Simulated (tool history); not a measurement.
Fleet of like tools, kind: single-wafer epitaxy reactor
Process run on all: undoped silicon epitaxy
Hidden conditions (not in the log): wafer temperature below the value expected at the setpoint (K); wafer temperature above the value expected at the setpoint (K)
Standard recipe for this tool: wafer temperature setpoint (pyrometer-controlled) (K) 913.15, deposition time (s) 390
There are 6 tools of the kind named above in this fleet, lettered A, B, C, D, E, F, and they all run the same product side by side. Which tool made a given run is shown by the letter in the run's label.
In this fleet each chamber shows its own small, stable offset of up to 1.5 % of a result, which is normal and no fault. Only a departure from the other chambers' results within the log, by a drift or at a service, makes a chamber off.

run	hour	wafer temperature setpoint (pyrometer-controlled) (K)	deposition time (s)	hours since the last pyrometer calibration	read-back reference wafer on the same gauge, thickness_nm	mean film thickness on the monitor wafer (Å)
1F	12.3	913.15	390	835.2	46.4	526.57
2E	26.5	913.15	390	1448.8	46.388	518.97
3B	38.5	913.15	390	2408.4	46.364	528.09
4C	50.4	913.15	390	474.5	46.368	528.32
5D	60.4	913.15	390	1169	46.37	527.79
6A	73.9	913.15	390	1577.4	46.364	526.21
7D	82.3	913.15	390	1190.9	46.335	527.4
8A	91.3	913.15	390	1594.8	46.34	528
9E	102.6	913.15	390	1524.9	46.345	517.57
10B	113.9	913.15	390	2483.8	46.335	529.05
11C	122.9	920.15	448	547	46.332	705.65
12F	131.8	920.15	448	954.7	46.326	704.98
13B	142.7	920.15	448	2512.6	46.329	707.95
14A	151.5	920.15	448	1655	46.307	707.5
15C	161	920.15	448	585.1	46.305	704.2
16E	171.2	920.15	448	1593.5	46.3	695.59
17D	183.9	913.15	390	1292.5	46.293	527.25
18F	191	913.15	390	1013.9	46.295	525.85
19B	197.7	913.15	390	2567.6	46.292	527.22
20A	207	913.15	390	1710.5	46.265	526.91
21C	213.4	913.15	390	637.5	46.287	526.57
22D	221.1	913.15	390	1329.7	46.268	527.85
23E	229.8	913.15	390	1652.1	46.259	517.56
24F	237.5	913.15	390	1060.4	46.261	525.88
# hour 244.5: chamber E: pyrometer calibrated
25A	249.3	913.15	390	1752.8	46.249	526.26
# hour 253.5: chamber B: pyrometer calibrated
26E	263.1	913.15	390	18.7	46.244	516.92
27D	272	913.15	390	1380.6	46.233	525.78
28F	282.7	913.15	390	1105.6	46.235	524.26
29C	295.8	913.15	390	719.9	46.217	524.71
30B	306.4	913.15	390	53	46.229	525.36
31E	314.8	913.15	390	70.4	46.219	517.04
32B	328.6	913.15	466	75.2	46.211	628.99
33D	340.5	913.15	466	1449.1	46.199	628.87
34C	348.8	913.15	466	772.9	46.189	626.95
35A	356.8	913.15	466	1860.3	46.182	626.7
36F	364	913.15	466	1186.9	46.192	627.03
37C	372	913.15	466	796.1	46.178	626.55
38E	383	900.15	390	138.6	46.177	382.02

Decide between three cases: one chamber stands off from its peers, the gauge reading all wafers drifts, or nothing is wrong past each chamber's small offset. Where a chamber is off, say which and what most likely put it there.

No chamber is off; the gauge reading every chamber's wafers drifts, which makes the whole fleet appear to move together.
Cause: gauge reads low (%) = 0.492.

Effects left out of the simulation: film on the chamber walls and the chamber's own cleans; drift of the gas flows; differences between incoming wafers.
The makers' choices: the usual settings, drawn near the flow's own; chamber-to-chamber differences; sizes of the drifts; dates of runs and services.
